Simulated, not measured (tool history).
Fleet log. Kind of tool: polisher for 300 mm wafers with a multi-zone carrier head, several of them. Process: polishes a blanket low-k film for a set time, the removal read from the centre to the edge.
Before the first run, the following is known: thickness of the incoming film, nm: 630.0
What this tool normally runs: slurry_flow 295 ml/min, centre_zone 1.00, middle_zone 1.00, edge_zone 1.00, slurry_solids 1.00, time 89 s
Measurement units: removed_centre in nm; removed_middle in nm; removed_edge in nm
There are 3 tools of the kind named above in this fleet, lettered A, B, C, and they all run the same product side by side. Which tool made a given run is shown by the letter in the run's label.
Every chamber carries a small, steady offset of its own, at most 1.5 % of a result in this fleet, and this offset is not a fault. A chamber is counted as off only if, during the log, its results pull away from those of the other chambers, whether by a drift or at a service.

{"hour": 9.5, "done": "chamber C: worn pad replaced by a new one"}
{"run": "1C", "hour": 11.2, "slurry_flow": 295, "centre_zone": 1.0, "middle_zone": 1.0, "edge_zone": 1.0, "slurry_solids": 1.0, "time": 89, "removed_centre": 21.549, "removed_middle": 21.455, "removed_edge": 21.294}
{"hour": 14.9, "done": "chamber C: edge zone pressure recalibrated"}
{"hour": 15.4, "done": "chamber B: slurry nozzle cleaned"}
{"run": "2B", "hour": 26.9, "slurry_flow": 295, "centre_zone": 1.0, "middle_zone": 1.0, "edge_zone": 1.0, "slurry_solids": 1.0, "time": 89, "removed_centre": 21.376, "removed_middle": 21.27, "removed_edge": 20.912}
{"run": "3A", "hour": 36.3, "slurry_flow": 295, "centre_zone": 1.0, "middle_zone": 1.0, "edge_zone": 1.0, "slurry_solids": 1.0, "time": 89, "removed_centre": 20.603, "removed_middle": 20.987, "removed_edge": 21.006}
{"run": "4B", "hour": 46.2, "slurry_flow": 295, "centre_zone": 1.0, "middle_zone": 1.0, "edge_zone": 1.0, "slurry_solids": 1.0, "time": 89, "removed_centre": 21.226, "removed_middle": 20.842, "removed_edge": 21.406}
{"hour": 46.3, "done": "chamber A: worn pad replaced by a new one"}
{"run": "5C", "hour": 57.7, "slurry_flow": 295, "centre_zone": 1.0, "middle_zone": 0.94, "edge_zone": 1.0, "slurry_solids": 1.0, "time": 89, "removed_centre": 21.155, "removed_middle": 20.034, "removed_edge": 21.148}
{"run": "6A", "hour": 65.6, "slurry_flow": 295, "centre_zone": 1.0, "middle_zone": 0.94, "edge_zone": 1.0, "slurry_solids": 1.0, "time": 89, "removed_centre": 20.875, "removed_middle": 19.708, "removed_edge": 21.194}
{"hour": 73.9, "done": "chamber B: worn pad replaced by a new one"}
{"run": "7C", "hour": 76.8, "slurry_flow": 295, "centre_zone": 1.0, "middle_zone": 0.94, "edge_zone": 1.0, "slurry_solids": 1.0, "time": 89, "removed_centre": 21.605, "removed_middle": 20.012, "removed_edge": 20.851}
{"run": "8B", "hour": 85.4, "slurry_flow": 295, "centre_zone": 1.0, "middle_zone": 1.0, "edge_zone": 1.0, "slurry_solids": 1.0, "time": 89, "removed_centre": 21.049, "removed_middle": 21.016, "removed_edge": 21.05}
{"run": "9A", "hour": 93.1, "slurry_flow": 295, "centre_zone": 1.0, "middle_zone": 1.0, "edge_zone": 1.07, "slurry_solids": 1.0, "time": 89, "removed_centre": 20.888, "removed_middle": 21.081, "removed_edge": 22.36}
{"run": "10C", "hour": 108.0, "slurry_flow": 295, "centre_zone": 1.0, "middle_zone": 1.0, "edge_zone": 1.07, "slurry_solids": 1.0, "time": 89, "removed_centre": 21.098, "removed_middle": 21.406, "removed_edge": 21.711}
{"hour": 118.8, "done": "chamber C: worn pad replaced by a new one"}
{"run": "11B", "hour": 119.4, "slurry_flow": 295, "centre_zone": 1.0, "middle_zone": 1.0, "edge_zone": 1.07, "slurry_solids": 1.0, "time": 89, "removed_centre": 21.338, "removed_middle": 20.973, "removed_edge": 21.73}
{"run": "12A", "hour": 131.4, "slurry_flow": 295, "centre_zone": 1.05, "middle_zone": 1.0, "edge_zone": 1.0, "slurry_solids": 1.0, "time": 108, "removed_centre": 26.629, "removed_middle": 25.55, "removed_edge": 25.753}
{"run": "13A", "hour": 142.9, "slurry_flow": 295, "centre_zone": 1.05, "middle_zone": 1.0, "edge_zone": 1.0, "slurry_solids": 1.0, "time": 108, "removed_centre": 26.313, "removed_middle": 25.276, "removed_edge": 25.387}
{"run": "14B", "hour": 157.9, "slurry_flow": 295, "centre_zone": 1.05, "middle_zone": 1.0, "edge_zone": 1.0, "slurry_solids": 1.0, "time": 108, "removed_centre": 27.45, "removed_middle": 25.493, "removed_edge": 25.632}
{"hour": 160.0, "done": "chamber A: worn pad replaced by a new one"}
{"run": "15C", "hour": 166.9, "slurry_flow": 295, "centre_zone": 1.0, "middle_zone": 1.0, "edge_zone": 1.0, "slurry_solids": 1.0, "time": 89, "removed_centre": 21.289, "removed_middle": 21.169, "removed_edge": 20.975}
{"run": "16A", "hour": 179.6, "slurry_flow": 295, "centre_zone": 1.0, "middle_zone": 1.0, "edge_zone": 1.0, "slurry_solids": 1.0, "time": 89, "removed_centre": 20.733, "removed_middle": 20.971, "removed_edge": 20.982}
{"hour": 181.0, "done": "chamber A: centre zone pressure recalibrated"}
{"run": "17B", "hour": 194.9, "slurry_flow": 295, "centre_zone": 1.0, "middle_zone": 1.0, "edge_zone": 1.0, "slurry_solids": 1.0, "time": 89, "removed_centre": 20.952, "removed_middle": 20.981, "removed_edge": 21.294}
{"run": "18C", "hour": 204.5, "slurry_flow": 295, "centre_zone": 1.0, "middle_zone": 1.0, "edge_zone": 1.0, "slurry_solids": 0.75, "time": 80, "removed_centre": 16.311, "removed_middle": 16.535, "removed_edge": 16.461}
{"hour": 205.7, "done": "chamber B: worn pad replaced by a new one"}
{"hour": 213.2, "done": "chamber C: worn pad replaced by a new one"}
{"run": "19A", "hour": 218.5, "slurry_flow": 295, "centre_zone": 1.0, "middle_zone": 1.0, "edge_zone": 1.0, "slurry_solids": 0.75, "time": 80, "removed_centre": 16.193, "removed_middle": 16.279, "removed_edge": 16.586}
{"run": "20B", "hour": 226.2, "slurry_flow": 295, "centre_zone": 1.0, "middle_zone": 1.0, "edge_zone": 1.0, "slurry_solids": 0.75, "time": 80, "removed_centre": 16.596, "removed_middle": 16.426, "removed_edge": 16.21}
{"run": "21C", "hour": 236.9, "slurry_flow": 295, "centre_zone": 1.0, "middle_zone": 1.0, "edge_zone": 1.0, "slurry_solids": 1.0, "time": 89, "removed_centre": 21.323, "removed_middle": 21.065, "removed_edge": 20.593}
{"run": "22B", "hour": 247.4, "slurry_flow": 295, "centre_zone": 1.0, "middle_zone": 1.0, "edge_zone": 1.0, "slurry_solids": 1.0, "time": 89, "removed_centre": 21.04, "removed_middle": 21.223, "removed_edge": 21.01}
{"hour": 254.8, "done": "chamber C: centre zone pressure recalibrated"}
{"run": "23C", "hour": 260.7, "slurry_flow": 295, "centre_zone": 1.0, "middle_zone": 1.0, "edge_zone": 1.0, "slurry_solids": 1.0, "time": 89, "removed_centre": 21.267, "removed_middle": 21.096, "removed_edge": 21.055}
{"run": "24A", "hour": 268.1, "slurry_flow": 295, "centre_zone": 1.0, "middle_zone": 1.0, "edge_zone": 1.0, "slurry_solids": 1.0, "time": 89, "removed_centre": 20.605, "removed_middle": 21.223, "removed_edge": 21.046}
{"run": "25A", "hour": 283.5, "slurry_flow": 295, "centre_zone": 1.0, "middle_zone": 1.0, "edge_zone": 1.0, "slurry_solids": 1.0, "time": 89, "removed_centre": 20.715, "removed_middle": 21.127, "removed_edge": 21.052}
{"hour": 284.2, "done": "chamber A: worn pad replaced by a new one"}
{"hour": 286.4, "done": "chamber B: slurry nozzle cleaned"}
{"run": "26C", "hour": 292.0, "slurry_flow": 295, "centre_zone": 1.0, "middle_zone": 1.0, "edge_zone": 1.0, "slurry_solids": 1.0, "time": 89, "removed_centre": 21.262, "removed_middle": 21.397, "removed_edge": 20.672}
{"hour": 303.9, "done": "chamber C: worn pad replaced by a new one"}
{"run": "27B", "hour": 303.9, "slurry_flow": 295, "centre_zone": 1.0, "middle_zone": 1.0, "edge_zone": 1.0, "slurry_solids": 1.0, "time": 89, "removed_centre": 21.314, "removed_middle": 21.334, "removed_edge": 20.598}
{"run": "28A", "hour": 319.4, "slurry_flow": 295, "centre_zone": 1.0, "middle_zone": 1.0, "edge_zone": 1.0, "slurry_solids": 1.0, "time": 89, "removed_centre": 21.288, "removed_middle": 20.897, "removed_edge": 21.315}
{"run": "29C", "hour": 333.6, "slurry_flow": 295, "centre_zone": 1.0, "middle_zone": 1.0, "edge_zone": 1.0, "slurry_solids": 1.0, "time": 89, "removed_centre": 20.734, "removed_middle": 21.199, "removed_edge": 21.101}
{"hour": 344.7, "done": "chamber B: worn pad replaced by a new one"}
{"run": "30B", "hour": 346.3, "slurry_flow": 295, "centre_zone": 1.0, "middle_zone": 1.0, "edge_zone": 1.0, "slurry_solids": 1.0, "time": 89, "removed_centre": 20.894, "removed_middle": 21.096, "removed_edge": 20.693}
{"hour": 347.4, "done": "chamber B: edge zone pressure recalibrated"}
{"hour": 351.9, "done": "chamber A: slurry nozzle cleaned"}
{"run": "31C", "hour": 360.9, "slurry_flow": 295, "centre_zone": 0.94, "middle_zone": 1.0, "edge_zone": 1.0, "slurry_solids": 1.0, "time": 89, "removed_centre": 19.422, "removed_middle": 21.25, "removed_edge": 20.924}
{"run": "32A", "hour": 374.2, "slurry_flow": 295, "centre_zone": 0.94, "middle_zone": 1.0, "edge_zone": 1.0, "slurry_solids": 1.0, "time": 89, "removed_centre": 19.382, "removed_middle": 21.047, "removed_edge": 21.376}
{"run": "33B", "hour": 381.6, "slurry_flow": 295, "centre_zone": 0.94, "middle_zone": 1.0, "edge_zone": 1.0, "slurry_solids": 1.0, "time": 89, "removed_centre": 20.063, "removed_middle": 20.812, "removed_edge": 21.191}
{"hour": 393.2, "done": "chamber C: worn pad replaced by a new one"}
{"run": "34C", "hour": 397.1, "slurry_flow": 295, "centre_zone": 1.0, "middle_zone": 1.0, "edge_zone": 1.0, "slurry_solids": 1.0, "time": 89, "removed_centre": 21.066, "removed_middle": 21.148, "removed_edge": 20.954}

Read the log: is a single chamber off, either drifting away or since a service, is the gauge that measures every chamber drifting, or is nothing wrong beyond small per-chamber offsets? Name any odd chamber and what most likely caused it.

Beyond each chamber's small constant offset nothing stands out, and the gauge stays steady.

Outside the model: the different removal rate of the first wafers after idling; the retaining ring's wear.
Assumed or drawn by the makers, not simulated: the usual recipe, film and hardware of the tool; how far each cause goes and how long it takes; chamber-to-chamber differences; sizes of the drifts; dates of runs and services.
